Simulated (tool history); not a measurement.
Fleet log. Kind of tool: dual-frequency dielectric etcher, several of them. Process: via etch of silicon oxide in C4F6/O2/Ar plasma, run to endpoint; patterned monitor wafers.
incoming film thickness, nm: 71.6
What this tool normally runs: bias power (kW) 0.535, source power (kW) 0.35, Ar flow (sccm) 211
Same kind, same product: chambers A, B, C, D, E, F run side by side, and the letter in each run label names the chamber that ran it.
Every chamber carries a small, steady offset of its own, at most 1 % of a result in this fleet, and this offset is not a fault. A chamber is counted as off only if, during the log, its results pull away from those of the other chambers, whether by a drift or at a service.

| run | day | bias power (kW) | source power (kW) | Ar flow (sccm) | hours since the last wet clean | hours since the last bias power generator calibration | hours since the last source power generator calibration | hours since the last Ar flow controller change | endpoint time (s) |
|---|---|---|---|---|---|---|---|---|---|
| 1B | 0.225 | 0.535 | 0.35 | 211 | 232.1 | 3234.9 | 1443.6 | 2999.3 | 15.412 |
| 2A | 0.375 | 0.535 | 0.35 | 211 | 314.9 | 3034.6 | 1356.3 | 1897.8 | 15.677 |
| 3F | 0.479 | 0.535 | 0.35 | 211 | 94.5 | 112.1 | 3189.1 | 1429.3 | 15.648 |
| 4C | 0.683 | 0.535 | 0.35 | 211 | 355.2 | 1475 | 3707.8 | 955.1 | 15.482 |
| 5D | 0.842 | 0.535 | 0.35 | 211 | 407.5 | 2237.1 | 1085.7 | 1312 | 15.666 |
| 6E | 0.988 | 0.535 | 0.35 | 211 | 494.9 | 813 | 436.7 | 3671 | 15.697 |
| 7D | 1.108 | 0.535 | 0.35 | 211 | 413.9 | 2243.5 | 1092.1 | 1318.4 | 15.687 |
| 8E | 1.312 | 0.535 | 0.35 | 211 | 502.7 | 820.8 | 444.5 | 3678.8 | 15.448 |
| 9B | 1.467 | 0.535 | 0.35 | 211 | 261.9 | 3264.7 | 1473.4 | 3029.1 | 15.358 |
| 10F | 1.579 | 0.535 | 0.35 | 211 | 120.9 | 138.5 | 3215.5 | 1455.7 | 15.735 |
|  | 1.758 | chamber D: wet clean of the chamber |
| 11A | 1.779 | 0.475 | 0.35 | 211 | 348.6 | 3068.3 | 1390 | 1931.5 | 16.226 |
| 12C | 1.983 | 0.475 | 0.35 | 211 | 386.4 | 1506.2 | 3739 | 986.3 | 16.265 |
| 13E | 2.1 | 0.475 | 0.35 | 211 | 521.6 | 839.7 | 463.4 | 3697.7 | 16.316 |
| 14B | 2.279 | 0.475 | 0.35 | 211 | 281.4 | 3284.2 | 1492.9 | 3048.6 | 16.117 |
| 15A | 2.479 | 0.475 | 0.35 | 211 | 365.4 | 3085.1 | 1406.8 | 1948.3 | 16.427 |
| 16D | 2.683 | 0.475 | 0.35 | 211 | 22.3 | 2281.3 | 1129.9 | 1356.2 | 16.352 |
| 17C | 2.854 | 0.535 | 0.35 | 211 | 407.3 | 1527.1 | 3759.9 | 1007.2 | 15.444 |
| 18F | 2.979 | 0.535 | 0.35 | 211 | 154.5 | 172.1 | 3249.1 | 1489.3 | 15.566 |
| 19C | 3.167 | 0.535 | 0.35 | 211 | 414.8 | 1534.6 | 3767.4 | 1014.7 | 15.503 |
| 20E | 3.321 | 0.535 | 0.35 | 211 | 550.9 | 869 | 492.7 | 3727 | 15.637 |
| 21A | 3.542 | 0.631 | 0.28 | 211 | 390.9 | 3110.6 | 1432.3 | 1973.8 | 16.041 |
| 22B | 3.754 | 0.631 | 0.28 | 211 | 316.8 | 3319.6 | 1528.3 | 3084 | 15.506 |
| 23D | 3.892 | 0.631 | 0.28 | 211 | 51.3 | 2310.3 | 1158.9 | 1385.2 | 15.907 |
| 24F | 4.05 | 0.631 | 0.28 | 211 | 180.2 | 197.8 | 3274.8 | 1515 | 15.861 |
| 25D | 4.279 | 0.631 | 0.28 | 211 | 60.6 | 2319.6 | 1168.2 | 1394.5 | 15.861 |
| 26B | 4.396 | 0.631 | 0.28 | 211 | 332.2 | 3335 | 1543.7 | 3099.4 | 15.623 |
| 27A | 4.596 | 0.535 | 0.35 | 211 | 416.2 | 3135.9 | 1457.6 | 1999.1 | 15.666 |
| 28C | 4.758 | 0.535 | 0.35 | 211 | 453 | 1572.8 | 3805.6 | 1052.9 | 15.645 |
| 29E | 4.979 | 0.535 | 0.35 | 211 | 590.7 | 908.8 | 532.5 | 3766.8 | 15.46 |
|  | 4.996 | chamber A: wet clean of the chamber |
| 30F | 5.117 | 0.535 | 0.35 | 211 | 205.8 | 223.4 | 3300.4 | 1540.6 | 15.888 |
|  | 5.158 | chamber E: wet clean of the chamber |
| 31A | 5.308 | 0.535 | 0.35 | 211 | 7.6 | 3153 | 1474.7 | 2016.2 | 15.792 |
| 32C | 5.525 | 0.535 | 0.35 | 211 | 471.4 | 1591.2 | 3824 | 1071.3 | 15.373 |
| 33D | 5.683 | 0.535 | 0.35 | 211 | 94.3 | 2353.3 | 1201.9 | 1428.2 | 15.643 |
| 34E | 5.892 | 0.535 | 0.35 | 211 | 17.7 | 930.7 | 554.4 | 3788.7 | 15.491 |
| 35F | 6.021 | 0.535 | 0.35 | 254 | 227.5 | 245.1 | 3322.1 | 1562.3 | 15.979 |
| 36B | 6.246 | 0.535 | 0.35 | 254 | 376.6 | 3379.4 | 1588.1 | 3143.8 | 15.645 |
| 37E | 6.412 | 0.535 | 0.35 | 254 | 30.2 | 943.2 | 566.9 | 3801.2 | 15.923 |
| 38F | 6.517 | 0.535 | 0.35 | 254 | 239.4 | 257 | 3334 | 1574.2 | 15.974 |
| 39C | 6.692 | 0.535 | 0.35 | 254 | 499.4 | 1619.2 | 3852 | 1099.3 | 15.691 |
| 40B | 6.862 | 0.535 | 0.35 | 254 | 391.4 | 3394.2 | 1602.9 | 3158.6 | 15.647 |

Next, every chamber runs the same settings. What will each give?
| 41A | 7.038 | 0.535 | 0.35 | 182 |  |  |  |  | ? |
| 41B | 7.038 | 0.535 | 0.35 | 182 |  |  |  |  | ? |
| 41C | 7.038 | 0.535 | 0.35 | 182 |  |  |  |  | ? |
| 41D | 7.038 | 0.535 | 0.35 | 182 |  |  |  |  | ? |
| 41E | 7.038 | 0.535 | 0.35 | 182 |  |  |  |  | ? |
| 41F | 7.038 | 0.535 | 0.35 | 182 |  |  |  |  | ? |

| run | endpoint time (s) |
|---|---|
| 41A | 15.425 |
| 41B | 15.1 |
| 41C | 15.288 |
| 41D | 15.334 |
| 41E | 15.255 |
| 41F | 15.403 |

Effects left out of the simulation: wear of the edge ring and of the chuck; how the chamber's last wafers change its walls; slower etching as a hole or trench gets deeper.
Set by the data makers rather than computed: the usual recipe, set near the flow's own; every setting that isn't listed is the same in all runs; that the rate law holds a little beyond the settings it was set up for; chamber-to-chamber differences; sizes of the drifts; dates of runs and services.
